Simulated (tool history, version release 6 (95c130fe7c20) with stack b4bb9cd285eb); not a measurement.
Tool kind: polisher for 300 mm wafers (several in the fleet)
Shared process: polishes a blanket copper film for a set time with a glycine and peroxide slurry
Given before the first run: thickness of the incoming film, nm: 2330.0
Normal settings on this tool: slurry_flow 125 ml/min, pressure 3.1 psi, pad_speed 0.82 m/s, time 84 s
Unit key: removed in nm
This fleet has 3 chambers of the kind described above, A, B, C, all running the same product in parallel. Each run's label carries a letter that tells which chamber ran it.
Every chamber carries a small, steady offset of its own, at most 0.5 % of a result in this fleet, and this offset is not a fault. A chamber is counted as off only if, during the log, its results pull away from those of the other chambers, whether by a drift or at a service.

{"run": "1C", "day": 0.379, "slurry_flow": 125, "pressure": 3.1, "pad_speed": 0.82, "time": 84, "removed": 487.56}
{"day": 0.567, "done": "chamber A: worn pad replaced by a new one"}
{"run": "2A", "day": 0.567, "slurry_flow": 125, "pressure": 3.1, "pad_speed": 0.82, "time": 84, "removed": 489.38}
{"run": "3B", "day": 0.838, "slurry_flow": 125, "pressure": 3.1, "pad_speed": 0.82, "time": 84, "removed": 485.1}
{"run": "4A", "day": 1.175, "slurry_flow": 125, "pressure": 3.1, "pad_speed": 0.82, "time": 84, "removed": 492.42}
{"run": "5B", "day": 1.533, "slurry_flow": 125, "pressure": 3.1, "pad_speed": 0.82, "time": 84, "removed": 486.89}
{"day": 1.708, "done": "chamber B: slurry nozzle cleaned"}
{"run": "6C", "day": 1.721, "slurry_flow": 125, "pressure": 3.1, "pad_speed": 0.82, "time": 84, "removed": 488.16}
{"day": 1.9, "done": "chamber C: worn pad replaced by a new one"}
{"run": "7C", "day": 1.979, "slurry_flow": 125, "pressure": 3.1, "pad_speed": 0.82, "time": 84, "removed": 491.43}
{"run": "8A", "day": 2.262, "slurry_flow": 125, "pressure": 3.1, "pad_speed": 0.82, "time": 84, "removed": 491.25}
{"run": "9B", "day": 2.55, "slurry_flow": 85, "pressure": 3.1, "pad_speed": 0.82, "time": 84, "removed": 441.91}
{"run": "10B", "day": 2.958, "slurry_flow": 85, "pressure": 3.1, "pad_speed": 0.82, "time": 84, "removed": 432.25}
{"run": "11A", "day": 3.225, "slurry_flow": 85, "pressure": 3.1, "pad_speed": 0.82, "time": 84, "removed": 451.66}
{"run": "12C", "day": 3.529, "slurry_flow": 125, "pressure": 3.1, "pad_speed": 0.82, "time": 84, "removed": 480.46}
{"day": 3.729, "done": "chamber C: slurry nozzle cleaned"}
{"run": "13A", "day": 3.812, "slurry_flow": 110, "pressure": 3.1, "pad_speed": 0.82, "time": 84, "removed": 487.73}
{"day": 3.829, "done": "chamber C: worn pad replaced by a new one"}
{"run": "14B", "day": 4.162, "slurry_flow": 110, "pressure": 3.1, "pad_speed": 0.82, "time": 84, "removed": 460.28}
{"run": "15C", "day": 4.342, "slurry_flow": 110, "pressure": 3.1, "pad_speed": 0.82, "time": 84, "removed": 470.32}
{"day": 4.558, "done": "chamber A: head pressure recalibrated"}
{"run": "16B", "day": 4.675, "slurry_flow": 125, "pressure": 3.1, "pad_speed": 0.82, "time": 84, "removed": 470.81}
{"day": 4.829, "done": "chamber A: worn pad replaced by a new one"}
{"run": "17C", "day": 4.908, "slurry_flow": 125, "pressure": 3.1, "pad_speed": 0.82, "time": 84, "removed": 484.08}
{"run": "18A", "day": 5.242, "slurry_flow": 150, "pressure": 4.0, "pad_speed": 0.82, "time": 84, "removed": 634.0}
{"day": 5.375, "done": "chamber B: head pressure recalibrated"}
{"run": "19A", "day": 5.546, "slurry_flow": 150, "pressure": 4.0, "pad_speed": 0.82, "time": 84, "removed": 635.12}
{"day": 5.642, "done": "chamber A: slurry nozzle cleaned"}
{"day": 5.671, "done": "chamber C: worn pad replaced by a new one"}
{"run": "20B", "day": 5.775, "slurry_flow": 150, "pressure": 4.0, "pad_speed": 0.82, "time": 84, "removed": 601.42}
{"run": "21C", "day": 6.171, "slurry_flow": 125, "pressure": 2.3, "pad_speed": 0.82, "time": 100, "removed": 451.8}
{"run": "22A", "day": 6.529, "slurry_flow": 125, "pressure": 2.3, "pad_speed": 0.82, "time": 100, "removed": 458.81}
{"run": "23C", "day": 6.846, "slurry_flow": 125, "pressure": 2.3, "pad_speed": 0.82, "time": 100, "removed": 459.63}
{"run": "24B", "day": 7.046, "slurry_flow": 125, "pressure": 3.1, "pad_speed": 0.82, "time": 84, "removed": 475.6}
{"run": "25C", "day": 7.329, "slurry_flow": 125, "pressure": 3.1, "pad_speed": 0.82, "time": 84, "removed": 485.64}
{"run": "26B", "day": 7.725, "slurry_flow": 125, "pressure": 3.1, "pad_speed": 0.82, "time": 84, "removed": 466.24}
{"day": 7.796, "done": "chamber C: worn pad replaced by a new one"}
{"run": "27A", "day": 8.038, "slurry_flow": 125, "pressure": 3.1, "pad_speed": 0.82, "time": 84, "removed": 490.09}
{"run": "28A", "day": 8.238, "slurry_flow": 125, "pressure": 3.1, "pad_speed": 0.82, "time": 84, "removed": 492.26}
{"run": "29B", "day": 8.546, "slurry_flow": 125, "pressure": 3.1, "pad_speed": 0.82, "time": 84, "removed": 461.94}
{"run": "30C", "day": 8.796, "slurry_flow": 125, "pressure": 3.1, "pad_speed": 0.82, "time": 69, "removed": 404.86}
{"day": 9.033, "done": "chamber A: worn pad replaced by a new one"}
{"run": "31A", "day": 9.108, "slurry_flow": 125, "pressure": 3.1, "pad_speed": 0.82, "time": 69, "removed": 396.17}
{"run": "32B", "day": 9.45, "slurry_flow": 125, "pressure": 3.1, "pad_speed": 0.82, "time": 69, "removed": 375.92}
{"run": "33C", "day": 9.775, "slurry_flow": 125, "pressure": 3.1, "pad_speed": 0.82, "time": 84, "removed": 486.11}
{"run": "34B", "day": 10.029, "slurry_flow": 125, "pressure": 3.1, "pad_speed": 0.82, "time": 84, "removed": 454.0}
{"day": 10.2, "done": "chamber C: worn pad replaced by a new one"}
{"run": "35A", "day": 10.325, "slurry_flow": 125, "pressure": 3.1, "pad_speed": 0.82, "time": 84, "removed": 494.48}
{"run": "36C", "day": 10.525, "slurry_flow": 125, "pressure": 3.1, "pad_speed": 0.82, "time": 84, "removed": 493.4}
{"run": "37A", "day": 10.821, "slurry_flow": 125, "pressure": 3.1, "pad_speed": 0.82, "time": 84, "removed": 492.28}

Is one chamber out of step, is the gauge drifting, or do the chambers differ by no more than their own small offsets? For an off chamber, give its letter and the likeliest cause.

Little by little, chamber B moves away from the other chambers.
Likeliest cause: removal rate lost through wear of the pad, % = 7.25.

Which of the 4 candidates below, each the usual settings with something changed and its results left as question marks, puts chamber B back in line with what the other chambers give on the usual settings?
In line means no further than this from the other chambers' mean on the usual settings: removed 14.00 nm
{"run": "38B-1", "day": 11.117, "slurry_flow": 125, "pressure": 3.1, "pad_speed": 0.82, "time": 86, "removed": "?"}
{"run": "38B-2", "day": 11.117, "slurry_flow": 125, "pressure": 3.1, "pad_speed": 0.8, "time": 83, "removed": "?"}
{"run": "38B-3", "day": 11.117, "slurry_flow": 125, "pressure": 3.0, "pad_speed": 0.8, "time": 81, "removed": "?"}
{"run": "38B-4", "day": 11.117, "slurry_flow": 125, "pressure": 3.1, "pad_speed": 0.82, "time": 90, "removed": "?"}

Average result of the remaining chambers running the usual settings: removed 489.67 nm
run=38B-1 removed=463.15
run=38B-2 removed=438.29
run=38B-3 removed=416.47
run=38B-4 removed=484.69
38B-4 is the one that brings the chamber's results back in line with the other chambers.
